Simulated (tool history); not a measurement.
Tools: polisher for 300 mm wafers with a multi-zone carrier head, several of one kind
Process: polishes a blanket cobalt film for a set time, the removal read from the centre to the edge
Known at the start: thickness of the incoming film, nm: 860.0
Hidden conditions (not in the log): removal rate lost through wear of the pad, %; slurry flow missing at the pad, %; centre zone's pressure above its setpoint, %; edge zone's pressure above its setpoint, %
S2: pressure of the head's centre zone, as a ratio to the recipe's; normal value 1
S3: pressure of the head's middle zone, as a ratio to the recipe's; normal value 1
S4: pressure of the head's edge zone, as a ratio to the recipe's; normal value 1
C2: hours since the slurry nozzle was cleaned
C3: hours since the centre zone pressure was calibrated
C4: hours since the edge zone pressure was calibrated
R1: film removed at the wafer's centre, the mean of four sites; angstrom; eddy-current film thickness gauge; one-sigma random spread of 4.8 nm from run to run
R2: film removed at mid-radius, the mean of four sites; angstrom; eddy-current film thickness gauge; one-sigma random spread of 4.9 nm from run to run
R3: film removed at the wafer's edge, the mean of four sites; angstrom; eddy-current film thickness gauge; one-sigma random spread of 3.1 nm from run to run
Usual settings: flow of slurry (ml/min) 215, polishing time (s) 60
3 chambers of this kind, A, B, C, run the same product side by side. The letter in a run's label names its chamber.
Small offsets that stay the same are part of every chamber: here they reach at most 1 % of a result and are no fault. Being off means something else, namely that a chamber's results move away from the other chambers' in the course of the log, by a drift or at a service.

Run 1C, day 0.246: usual settings; wafers polished on this pad 457; C2 47.8; C3 13.5; C4 26. Result: R1 3635.9 angstrom, R2 3576 angstrom, R3 3594.7 angstrom.
Run 2B, day 0.492: usual settings; wafers polished on this pad 515; C2 742.1; C3 776.2; C4 456.2. Result: R1 3619.2 angstrom, R2 3592.4 angstrom, R3 3548.8 angstrom.
Run 3A, day 0.858: usual settings; wafers polished on this pad 700; C2 288.7; C3 524.9; C4 243.2. Result: R1 3598.9 angstrom, R2 3477 angstrom, R3 3658.8 angstrom.
At day 0.983: chamber B: slurry nozzle cleaned.
Run 4C, day 1.138: usual settings; wafers polished on this pad 676; C2 69.2; C3 34.9; C4 47.4. Result: R1 3571 angstrom, R2 3661.8 angstrom, R3 3628.2 angstrom.
Run 5A, day 1.625: usual settings; wafers polished on this pad 889; C2 307.1; C3 543.3; C4 261.6. Result: R1 3535.9 angstrom, R2 3578 angstrom, R3 3594 angstrom.
Run 6B, day 1.983: usual settings; wafers polished on this pad 883; C2 24.1; C3 812; C4 492. Result: R1 3572.9 angstrom, R2 3650.2 angstrom, R3 3552.7 angstrom.
Run 7A, day 2.354: usual settings; wafers polished on this pad 1069; C2 324.6; C3 560.8; C4 279.1. Result: R1 3606.7 angstrom, R2 3541.4 angstrom, R3 3594.9 angstrom.
Run 8B, day 2.775: usual settings; wafers polished on this pad 1077; C2 43.1; C3 831; C4 511. Result: R1 3555.8 angstrom, R2 3623.9 angstrom, R3 3503.3 angstrom.
Run 9C, day 3.2: usual settings; wafers polished on this pad 1184; C2 118.7; C3 84.4; C4 96.9. Result: R1 3594.9 angstrom, R2 3658 angstrom, R3 3586 angstrom.
At day 3.283: chamber A: worn pad replaced by a new one.
Run 10B, day 3.475: usual settings; wafers polished on this pad 1250; C2 59.9; C3 847.8; C4 527.8. Result: R1 3588.3 angstrom, R2 3630.2 angstrom, R3 3607.7 angstrom.
Run 11A, day 3.738: usual settings; wafers polished on this pad 111; C2 357.8; C3 594; C4 312.3. Result: R1 3547.4 angstrom, R2 3528.8 angstrom, R3 3579.5 angstrom.
Run 12C, day 3.988: usual settings but polishing time (s) 78; wafers polished on this pad 1378; C2 137.6; C3 103.3; C4 115.8. Result: R1 4602.3 angstrom, R2 4636.6 angstrom, R3 4677.7 angstrom.
Run 13A, day 4.408: usual settings but polishing time (s) 78; wafers polished on this pad 276; C2 373.9; C3 610.1; C4 328.4. Result: R1 4702.6 angstrom, R2 4615.2 angstrom, R3 4681.6 angstrom.
At day 4.65: chamber B: worn pad replaced by a new one.
Run 14B, day 4.846: usual settings but polishing time (s) 78; wafers polished on this pad 48; C2 92.8; C3 880.7; C4 560.7. Result: R1 4651 angstrom, R2 4652.4 angstrom, R3 4647.9 angstrom.
Run 15C, day 5.162: usual settings; wafers polished on this pad 1667; C2 165.8; C3 131.5; C4 144. Result: R1 3503.2 angstrom, R2 3600.6 angstrom, R3 3510.3 angstrom.
At day 5.283: chamber A: slurry nozzle cleaned.
Run 16B, day 5.517: usual settings; wafers polished on this pad 213; C2 108.9; C3 896.8; C4 576.8. Result: R1 3595 angstrom, R2 3610.4 angstrom, R3 3558.6 angstrom.
Run 17C, day 5.912: usual settings; wafers polished on this pad 1852; C2 183.8; C3 149.5; C4 162. Result: R1 3541.6 angstrom, R2 3495.3 angstrom, R3 3536.7 angstrom.
Run 18A, day 6.346: usual settings; wafers polished on this pad 753; C2 25.6; C3 656.6; C4 374.9. Result: R1 3567 angstrom, R2 3689 angstrom, R3 3635.8 angstrom.
Run 19A, day 6.671: usual settings; wafers polished on this pad 833; C2 33.4; C3 664.4; C4 382.7. Result: R1 3509.4 angstrom, R2 3570.1 angstrom, R3 3624.1 angstrom.
Run 20B, day 6.992: usual settings; wafers polished on this pad 576; C2 144.3; C3 932.2; C4 612.2. Result: R1 3607.9 angstrom, R2 3550.8 angstrom, R3 3583.5 angstrom.
Run 21C, day 7.262: usual settings; wafers polished on this pad 2184; C2 216.2; C3 181.9; C4 194.4. Result: R1 3416 angstrom, R2 3417.4 angstrom, R3 3436 angstrom.
At day 7.488: chamber A: worn pad replaced by a new one.
Run 22C, day 7.596: usual settings but S4 1.12; wafers polished on this pad 2266; C2 224.2; C3 189.9; C4 202.4. Result: R1 3489.3 angstrom, R2 3399.8 angstrom, R3 3608.5 angstrom.
Run 23B, day 8: usual settings but S4 1.12; wafers polished on this pad 825; C2 168.5; C3 956.4; C4 636.4. Result: R1 3565.4 angstrom, R2 3574.9 angstrom, R3 3753.3 angstrom.
Run 24A, day 8.362: usual settings but S4 1.12; wafers polished on this pad 216; C2 74; C3 705; C4 423.3. Result: R1 3591.6 angstrom, R2 3579.5 angstrom, R3 3817.3 angstrom.
Run 25B, day 8.596: usual settings; wafers polished on this pad 971; C2 182.8; C3 970.7; C4 650.7. Result: R1 3449.9 angstrom, R2 3513 angstrom, R3 3534.3 angstrom.
At day 8.833: chamber C: slurry nozzle cleaned.
Run 26A, day 8.942: usual settings; wafers polished on this pad 358; C2 87.9; C3 718.9; C4 437.2. Result: R1 3595.3 angstrom, R2 3617.3 angstrom, R3 3633 angstrom.
Run 27C, day 9.325: usual settings; wafers polished on this pad 2691; C2 11.9; C3 231.4; C4 243.9. Result: R1 3390.3 angstrom, R2 3443.9 angstrom, R3 3387.4 angstrom.
Run 28C, day 9.704: usual settings; wafers polished on this pad 2785; C2 21; C3 240.5; C4 253. Result: R1 3368.7 angstrom, R2 3308.7 angstrom, R3 3324.7 angstrom.
Run 29A, day 9.979: usual settings; wafers polished on this pad 614; C2 112.8; C3 743.8; C4 462.1. Result: R1 3583.4 angstrom, R2 3475.8 angstrom, R3 3583.3 angstrom.
Run 30B, day 10.442: usual settings; wafers polished on this pad 1426; C2 227.1; C3 1015; C4 695. Result: R1 3641.1 angstrom, R2 3543.4 angstrom, R3 3572.9 angstrom.
At day 10.671: chamber B: worn pad replaced by a new one.
Run 31A, day 10.758: usual settings; wafers polished on this pad 805; C2 131.5; C3 762.5; C4 480.8. Result: R1 3599.4 angstrom, R2 3608.3 angstrom, R3 3628.8 angstrom.
Run 32B, day 11.2: usual settings; wafers polished on this pad 130; C2 245.3; C3 1033.2; C4 713.2. Result: R1 3641.9 angstrom, R2 3658.2 angstrom, R3 3554.5 angstrom.
At day 11.475: chamber A: worn pad replaced by a new one.
Run 33C, day 11.596: usual settings; wafers polished on this pad 3250; C2 66.4; C3 285.9; C4 298.4. Result: R1 3269.3 angstrom, R2 3228.5 angstrom, R3 3213.6 angstrom.
Run 34A, day 12.083: usual settings; wafers polished on this pad 149; C2 163.3; C3 794.3; C4 512.6. Result: R1 3612.1 angstrom, R2 3580.1 angstrom, R3 3611.9 angstrom.

Does one chamber stand apart from the rest, does the shared gauge drift, or is all well apart from small per-chamber offsets? Give the chamber and the most likely cause, where there is one.

Chamber C drifts away from the others.
Most likely cause: removal rate lost through wear of the pad, % = 10.9.

Here are 4 candidates for chamber C's next run, each the usual settings with a change, their results left as question marks. Which one brings its results back in line with what the others give on the usual settings?
Counts as in line when no further than this from what the other chambers average on the usual settings: R1 170 angstrom; R2 170 angstrom; R3 110 angstrom
Run 35C-1, day 12.442: usual settings but flow of slurry (ml/min) 220, S2 1.01, polishing time (s) 67. Result: R1 ?, R2 ?, R3 ?.
Run 35C-2, day 12.442: usual settings but S4 0.99, polishing time (s) 54. Result: R1 ?, R2 ?, R3 ?.
Run 35C-3, day 12.442: usual settings but polishing time (s) 58. Result: R1 ?, R2 ?, R3 ?.
Run 35C-4, day 12.442: usual settings but polishing time (s) 62. Result: R1 ?, R2 ?, R3 ?.

The mean the other chambers reach with the usual settings: R1 3593.1 angstrom; R2 3574 angstrom; R3 3590.3 angstrom
  run      R1      R2      R3
35C-1  3572.2  3567.2    3574
35C-2  2837.6  2866.3  2858.5
35C-3  3047.8  3078.6  3086.7
35C-4    3258  3290.9  3299.6
35C-1 puts the chamber back in line with the other chambers.

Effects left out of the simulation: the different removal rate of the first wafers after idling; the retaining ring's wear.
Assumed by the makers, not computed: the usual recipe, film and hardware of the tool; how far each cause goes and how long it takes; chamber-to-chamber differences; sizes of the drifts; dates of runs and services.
